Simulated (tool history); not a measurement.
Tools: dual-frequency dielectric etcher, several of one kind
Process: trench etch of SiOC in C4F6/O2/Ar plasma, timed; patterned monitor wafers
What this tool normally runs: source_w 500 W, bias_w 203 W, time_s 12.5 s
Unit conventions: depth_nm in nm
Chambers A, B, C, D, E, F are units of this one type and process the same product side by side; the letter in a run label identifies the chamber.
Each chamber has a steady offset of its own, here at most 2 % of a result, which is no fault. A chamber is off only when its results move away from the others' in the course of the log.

run	hour	source_w	bias_w	time_s	read-back reference wafer on the same gauge, depth_nm	depth_nm
1E	2.7	500	203	12.5	25.214	29.63
2A	5.4	500	203	12.5	25.19	29.516
3B	10.6	500	203	12.5	25.212	29.071
4F	12.9	500	203	12.5	25.197	29.342
5C	16.3	500	203	12.5	25.214	29.014
6D	19.9	500	203	12.5	25.186	29.186
7A	23.1	500	203	12.5	25.2	29.47
8D	26.7	500	203	12.5	25.212	29.14
9F	30.3	500	203	12.5	25.193	29.362
10C	33.1	500	203	12.5	25.202	29.084
11B	36.3	500	203	12.5	25.224	28.94
12E	40	430	203	12.5	25.186	27.923
13E	43.9	430	203	12.5	25.204	27.785
14D	47.6	430	203	12.5	25.19	27.68
15C	50.8	430	203	12.5	25.217	27.518
16B	53.2	430	203	12.5	25.211	27.385
17F	56.6	430	203	12.5	25.185	27.615
# hour 56.7: chamber C: wet clean of the chamber
18A	59.9	500	203	12.5	25.221	29.473
# hour 64.5: chamber F: wet clean of the chamber
19F	64.7	500	203	12.5	25.186	29.422
20A	68.4	430	249	12.5	25.21	29.605
21E	71	430	249	12.5	25.198	29.872
22D	75.4	430	249	12.5	25.198	29.425
23B	79	430	249	12.5	25.196	29.104
24C	82.4	430	249	12.5	25.211	30.361
25B	86	430	249	12.5	25.192	29.088
26F	90.1	500	203	12.5	25.219	29.219
27D	92.7	500	203	12.5	25.21	29.175
28E	96.2	500	203	12.5	25.209	29.424
29A	101.6	500	203	12.5	25.223	29.366
30C	104.1	500	203	12.5	25.199	30.074
31F	108.8	500	203	12.5	25.21	29.31
32A	113.4	500	203	12.5	25.222	29.42
33C	116.5	500	203	12.5	25.219	30.065
34D	120.7	500	203	12.5	25.185	29.318
35B	126.1	500	203	12.5	25.196	29.181
36E	130.3	500	203	12.5	25.178	29.472
37E	133.9	500	203	12.5	25.188	29.403
38F	136.4	500	203	12.5	25.218	29.458
39C	139.4	410	236	12.5	25.215	28.859
40B	143.5	410	236	12.5	25.189	28.156
41A	146.6	410	236	12.5	25.212	28.552
42D	151.1	410	236	12.5	25.166	28.377
43C	154.6	410	236	12.5	25.212	29.192

Is one chamber out of step, is the gauge drifting, or do the chambers differ by no more than their own small offsets? For an off chamber, give its letter and the likeliest cause.

A service left chamber C off against the others.
Likeliest cause: etch rate over this chamber's usual, % = 2.77.

Which of the 4 candidates below, each the usual settings with something changed and its results left as question marks, puts chamber C back in line with what the other chambers give on the usual settings?
In line means no further than this from the other chambers' mean on the usual settings: depth_nm 0.38 nm
44C-1	158.5	500	205	13		?
44C-2	158.5	500	203	12		?
44C-3	158.5	500	190	12.5		?
44C-4	158.5	500	216	12.5		?

On the usual settings, the other chambers give on average: depth_nm 29.3 nm
run	depth_nm
44C-1	31.188
44C-2	28.698
44C-3	29.266
44C-4	30.503
With 44C-3, the chamber falls back in line with the rest.
